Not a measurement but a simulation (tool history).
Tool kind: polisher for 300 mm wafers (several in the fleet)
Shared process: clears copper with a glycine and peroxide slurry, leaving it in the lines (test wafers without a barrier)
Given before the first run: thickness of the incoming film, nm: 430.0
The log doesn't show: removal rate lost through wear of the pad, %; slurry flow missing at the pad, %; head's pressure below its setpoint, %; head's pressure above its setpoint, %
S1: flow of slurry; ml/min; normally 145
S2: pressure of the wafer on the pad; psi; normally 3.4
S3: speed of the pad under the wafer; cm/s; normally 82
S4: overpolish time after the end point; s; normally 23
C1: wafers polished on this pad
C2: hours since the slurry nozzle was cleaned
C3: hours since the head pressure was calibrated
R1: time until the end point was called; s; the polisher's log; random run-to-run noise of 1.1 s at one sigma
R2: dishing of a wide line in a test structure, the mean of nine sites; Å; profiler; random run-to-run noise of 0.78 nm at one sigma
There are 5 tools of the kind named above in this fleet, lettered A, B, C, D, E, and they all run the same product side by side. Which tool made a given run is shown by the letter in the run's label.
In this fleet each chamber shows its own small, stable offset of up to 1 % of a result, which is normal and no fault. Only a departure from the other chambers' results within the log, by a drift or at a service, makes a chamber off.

Run 1A, day 0.325: usual settings; C1 453; C2 285; C3 358. Result: R1 77.703 s, R2 727.62 Å.
At day 0.533: chamber B: worn pad replaced by a new one.
Run 2B, day 0.546: usual settings; C1 1; C2 171.2; C3 387.6. Result: R1 78.434 s, R2 720.05 Å.
Run 3C, day 0.971: usual settings; C1 958; C2 214; C3 903.2. Result: R1 76.699 s, R2 737.92 Å.
At day 0.975: chamber E: worn pad replaced by a new one.
At day 0.992: chamber C: worn pad replaced by a new one.
Run 4E, day 1.233: usual settings; C1 36; C2 242.2; C3 535.3. Result: R1 77.582 s, R2 727.95 Å.
Run 5D, day 1.646: usual settings; C1 419; C2 164.8; C3 282.9. Result: R1 76.37 s, R2 723.62 Å.
Run 6B, day 2.029: usual settings but S4 13 s; C1 213; C2 206.8; C3 423.2. Result: R1 77.714 s, R2 474.8 Å.
At day 2.167: chamber E: head pressure recalibrated.
Run 7E, day 2.317: usual settings but S4 13 s; C1 191; C2 268.2; C3 3.7. Result: R1 77.942 s, R2 465.14 Å.
At day 2.617: chamber D: worn pad replaced by a new one.
Run 8C, day 2.767: usual settings but S4 13 s; C1 253; C2 257.1; C3 946.3. Result: R1 75.785 s, R2 481.67 Å.
Run 9A, day 3.029: usual settings but S4 13 s; C1 839; C2 349.9; C3 422.9. Result: R1 78.152 s, R2 467.65 Å.
Run 10D, day 3.404: usual settings but S4 13 s; C1 112; C2 207; C3 325.1. Result: R1 77.618 s, R2 476.46 Å.
Run 11E, day 3.812: usual settings; C1 404; C2 304.1; C3 39.6. Result: R1 78.268 s, R2 731.46 Å.
Run 12C, day 4.088: usual settings but S2 2.9 psi, S4 35 s; C1 441; C2 288.8; C3 978. Result: R1 87.713 s, R2 869.59 Å.
Run 13A, day 4.292: usual settings but S2 2.9 psi, S4 35 s; C1 1019; C2 380.2; C3 453.2. Result: R1 88.951 s, R2 866.52 Å.
Run 14B, day 4.521: usual settings but S2 2.9 psi, S4 35 s; C1 568; C2 266.6; C3 483. Result: R1 87.036 s, R2 847.95 Å.
Run 15D, day 4.738: usual settings but S2 2.9 psi, S4 35 s; C1 302; C2 239; C3 357.1. Result: R1 91.993 s, R2 843.93 Å.
At day 4.854: chamber A: worn pad replaced by a new one.
Run 16B, day 4.979: usual settings but S2 2.9 psi, S4 35 s; C1 634; C2 277.6; C3 494. Result: R1 89.269 s, R2 867.4 Å.
Run 17E, day 5.358: usual settings; C1 625; C2 341.2; C3 76.7. Result: R1 81.219 s, R2 715.14 Å.
Run 18D, day 5.738: usual settings but S4 11 s; C1 445; C2 263; C3 381.1. Result: R1 79.314 s, R2 403.02 Å.
At day 5.808: chamber B: worn pad replaced by a new one.
Run 19A, day 5.988: usual settings but S4 11 s; C1 161; C2 420.9; C3 493.9. Result: R1 77.414 s, R2 414.11 Å.
At day 6.35: chamber E: worn pad replaced by a new one.
Run 20C, day 6.358: usual settings but S4 11 s; C1 765; C2 343.3; C3 1032.5. Result: R1 77.295 s, R2 407.17 Å.
At day 6.429: chamber D: worn pad replaced by a new one.
Run 21B, day 6.675: usual settings but S4 11 s; C1 123; C2 318.3; C3 534.7. Result: R1 77.702 s, R2 410.62 Å.
At day 6.771: chamber C: worn pad replaced by a new one.
Run 22C, day 7.1: usual settings but S4 11 s; C1 47; C2 361.1; C3 1050.3. Result: R1 78.17 s, R2 404.54 Å.
Run 23E, day 7.429: usual settings; C1 154; C2 390.9; C3 126.4. Result: R1 79.389 s, R2 744.03 Å.
Run 24A, day 7.725: usual settings; C1 409; C2 462.6; C3 535.6. Result: R1 78.588 s, R2 726.33 Å.
Run 25D, day 8.167: usual settings; C1 247; C2 321.3; C3 439.4. Result: R1 81.521 s, R2 694.13 Å.
At day 8.258: chamber C: slurry nozzle cleaned.
Run 26A, day 8.583: usual settings but S2 2.5 psi; C1 531; C2 483.2; C3 556.2. Result: R1 101.88 s, R2 590.81 Å.
Run 27B, day 9.012: usual settings but S2 2.5 psi; C1 457; C2 374.4; C3 590.8. Result: R1 100.9 s, R2 600 Å.
Run 28C, day 9.321: usual settings but S2 2.5 psi; C1 363; C2 25.6; C3 1103.6. Result: R1 100.99 s, R2 591.04 Å.
Run 29E, day 9.725: usual settings but S2 2.5 psi; C1 481; C2 446; C3 181.5. Result: R1 96.777 s, R2 587.97 Å.
Run 30D, day 9.942: usual settings but S2 2.5 psi; C1 500; C2 363.9; C3 482. Result: R1 107.92 s, R2 558.52 Å.
At day 10.038: chamber B: worn pad replaced by a new one.
At day 10.054: chamber D: worn pad replaced by a new one.
Run 31A, day 10.162: usual settings but S1 105 ml/min; C1 757; C2 521.1; C3 594.1. Result: R1 82.283 s, R2 691.14 Å.
Run 32E, day 10.508: usual settings but S1 105 ml/min; C1 593; C2 464.8; C3 200.3. Result: R1 84.743 s, R2 696.17 Å.
At day 10.808: chamber B: head pressure recalibrated.
Run 33B, day 10.962: usual settings but S1 105 ml/min; C1 132; C2 421.2; C3 3.8. Result: R1 81.028 s, R2 699.35 Å.
Run 34D, day 11.262: usual settings but S1 105 ml/min; C1 172; C2 395.6; C3 513.7. Result: R1 92.647 s, R2 636.13 Å.
Run 35C, day 11.542: usual settings but S1 105 ml/min; C1 680; C2 78.9; C3 1156.9. Result: R1 83.752 s, R2 694.82 Å.
Run 36E, day 11.767: usual settings; C1 772; C2 495; C3 230.5. Result: R1 79.056 s, R2 720.1 Å.
At day 12.017: chamber A: slurry nozzle cleaned.
Run 37B, day 12.2: usual settings; C1 308; C2 450.9; C3 33.5. Result: R1 78.316 s, R2 720.94 Å.
Run 38A, day 12.5: usual settings; C1 1090; C2 11.7; C3 650.2. Result: R1 77.132 s, R2 730.19 Å.

All 5 chambers run these settings next. Forecast each chamber's results:
Run 39A, day 12.825: usual settings but S1 190 ml/min. Result: R1 ?, R2 ?.
Run 39B, day 12.825: usual settings but S1 190 ml/min. Result: R1 ?, R2 ?.
Run 39C, day 12.825: usual settings but S1 190 ml/min. Result: R1 ?, R2 ?.
Run 39D, day 12.825: usual settings but S1 190 ml/min. Result: R1 ?, R2 ?.
Run 39E, day 12.825: usual settings but S1 190 ml/min. Result: R1 ?, R2 ?.

run      R1      R2
39A  74.635  755.25
39B  74.249  749.19
39C  73.885   738.9
39D  80.231  698.06
39E  73.174  729.57

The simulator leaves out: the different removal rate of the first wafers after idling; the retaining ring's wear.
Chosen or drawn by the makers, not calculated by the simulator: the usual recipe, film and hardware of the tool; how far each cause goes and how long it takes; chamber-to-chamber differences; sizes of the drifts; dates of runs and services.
